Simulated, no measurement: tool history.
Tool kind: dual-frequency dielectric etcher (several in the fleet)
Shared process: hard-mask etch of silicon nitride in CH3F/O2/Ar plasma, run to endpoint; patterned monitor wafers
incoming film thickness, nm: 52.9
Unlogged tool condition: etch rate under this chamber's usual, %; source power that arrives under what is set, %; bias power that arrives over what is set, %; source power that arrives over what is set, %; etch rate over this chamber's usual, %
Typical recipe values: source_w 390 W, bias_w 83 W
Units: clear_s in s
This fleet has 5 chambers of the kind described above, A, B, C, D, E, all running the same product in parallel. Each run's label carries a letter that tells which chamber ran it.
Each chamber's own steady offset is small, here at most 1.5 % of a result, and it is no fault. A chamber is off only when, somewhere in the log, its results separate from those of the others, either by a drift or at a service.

| run | hour | source_w | bias_w | hours since the last wet clean | hours since the last source power generator calibration | hours since the last bias power generator calibration | clear_s |
|---|---|---|---|---|---|---|---|
| 1C | 8.9 | 390 | 83 | 44.5 | 2237.8 | 3841.3 | 73.739 |
| 2A | 14.4 | 390 | 83 | 315.3 | 73.9 | 3494.7 | 72.953 |
| 3E | 23.7 | 390 | 83 | 81.9 | 1250.1 | 1240.2 | 72.312 |
| 4D | 28.4 | 390 | 83 | 454.6 | 507 | 2156.7 | 73.996 |
|  | 36.3 | chamber B: wet clean of the chamber |
| 5B | 36.4 | 390 | 83 | 0.1 | 261.6 | 1769.9 | 73.704 |
|  | 37.5 | chamber D: wet clean of the chamber |
| 6C | 41.5 | 390 | 83 | 77.1 | 2270.4 | 3873.9 | 73.942 |
| 7B | 46.1 | 390 | 83 | 9.8 | 271.3 | 1779.6 | 73.905 |
| 8E | 56.1 | 350 | 83 | 114.3 | 1282.5 | 1272.6 | 75.9 |
| 9D | 66.2 | 350 | 83 | 28.7 | 544.8 | 2194.5 | 76.502 |
| 10A | 72.2 | 350 | 83 | 373.1 | 131.7 | 3552.5 | 76.582 |
| 11E | 80.5 | 350 | 83 | 138.7 | 1306.9 | 1297 | 76.065 |
| 12B | 87.9 | 350 | 83 | 51.6 | 313.1 | 1821.4 | 77.746 |
| 13C | 95.1 | 390 | 83 | 130.7 | 2324 | 3927.5 | 74.05 |
| 14D | 102.7 | 390 | 83 | 65.2 | 581.3 | 2231 | 74.108 |
| 15A | 111.3 | 390 | 83 | 412.2 | 170.8 | 3591.6 | 72.413 |
|  | 115 | chamber A: wet clean of the chamber |
| 16B | 117.4 | 390 | 93 | 81.1 | 342.6 | 1850.9 | 70.8 |
| 17E | 123.1 | 390 | 93 | 181.3 | 1349.5 | 1339.6 | 70.419 |
| 18D | 133.3 | 390 | 93 | 95.8 | 611.9 | 2261.6 | 70.971 |
| 19A | 138.9 | 390 | 93 | 23.9 | 198.4 | 3619.2 | 74.553 |
| 20C | 145.5 | 390 | 93 | 181.1 | 2374.4 | 3977.9 | 70.188 |
| 21D | 153.8 | 390 | 83 | 116.3 | 632.4 | 2282.1 | 73.377 |
| 22C | 158.7 | 390 | 83 | 194.3 | 2387.6 | 3991.1 | 73.321 |
| 23A | 165 | 390 | 83 | 50 | 224.5 | 3645.3 | 77.612 |
| 24E | 173.7 | 390 | 83 | 231.9 | 1400.1 | 1390.2 | 73.504 |
| 25B | 182.7 | 390 | 83 | 146.4 | 407.9 | 1916.2 | 74.487 |
| 26E | 191.2 | 390 | 83 | 249.4 | 1417.6 | 1407.7 | 73.23 |
| 27D | 199.1 | 390 | 83 | 161.6 | 677.7 | 2327.4 | 74.217 |
| 28B | 208 | 390 | 83 | 171.7 | 433.2 | 1941.5 | 73.944 |
| 29A | 215.4 | 390 | 83 | 100.4 | 274.9 | 3695.7 | 76.993 |
| 30C | 221.3 | 390 | 83 | 256.9 | 2450.2 | 4053.7 | 74.268 |
| 31C | 228.6 | 390 | 83 | 264.2 | 2457.5 | 4061 | 73.641 |
| 32D | 239.1 | 390 | 83 | 201.6 | 717.7 | 2367.4 | 73.224 |
| 33E | 243.8 | 390 | 83 | 302 | 1470.2 | 1460.3 | 73.187 |
| 34B | 253.5 | 390 | 83 | 217.2 | 478.7 | 1987 | 75.001 |
| 35A | 263.2 | 390 | 83 | 148.2 | 322.7 | 3743.5 | 78.038 |
| 36E | 272.7 | 320 | 83 | 330.9 | 1499.1 | 1489.2 | 79.149 |
| 37C | 280.9 | 320 | 83 | 316.5 | 2509.8 | 4113.3 | 79.591 |
| 38A | 289.1 | 320 | 83 | 174.1 | 348.6 | 3769.4 | 82.605 |
| 39D | 297.8 | 320 | 83 | 260.3 | 776.4 | 2426.1 | 79.16 |
| 40B | 303.9 | 320 | 83 | 267.6 | 529.1 | 2037.4 | 79.652 |
| 41D | 312.4 | 390 | 83 | 274.9 | 791 | 2440.7 | 74.064 |

Each of the 5 chambers runs these same settings next. Fill in every chamber's results:
| 42A | 320 | 390 | 83 |  |  |  | ? |
| 42B | 320 | 390 | 83 |  |  |  | ? |
| 42C | 320 | 390 | 83 |  |  |  | ? |
| 42D | 320 | 390 | 83 |  |  |  | ? |
| 42E | 320 | 390 | 83 |  |  |  | ? |

| run | clear_s |
|---|---|
| 42A | 77.842 |
| 42B | 73.803 |
| 42C | 73.311 |
| 42D | 74.572 |
| 42E | 74.122 |

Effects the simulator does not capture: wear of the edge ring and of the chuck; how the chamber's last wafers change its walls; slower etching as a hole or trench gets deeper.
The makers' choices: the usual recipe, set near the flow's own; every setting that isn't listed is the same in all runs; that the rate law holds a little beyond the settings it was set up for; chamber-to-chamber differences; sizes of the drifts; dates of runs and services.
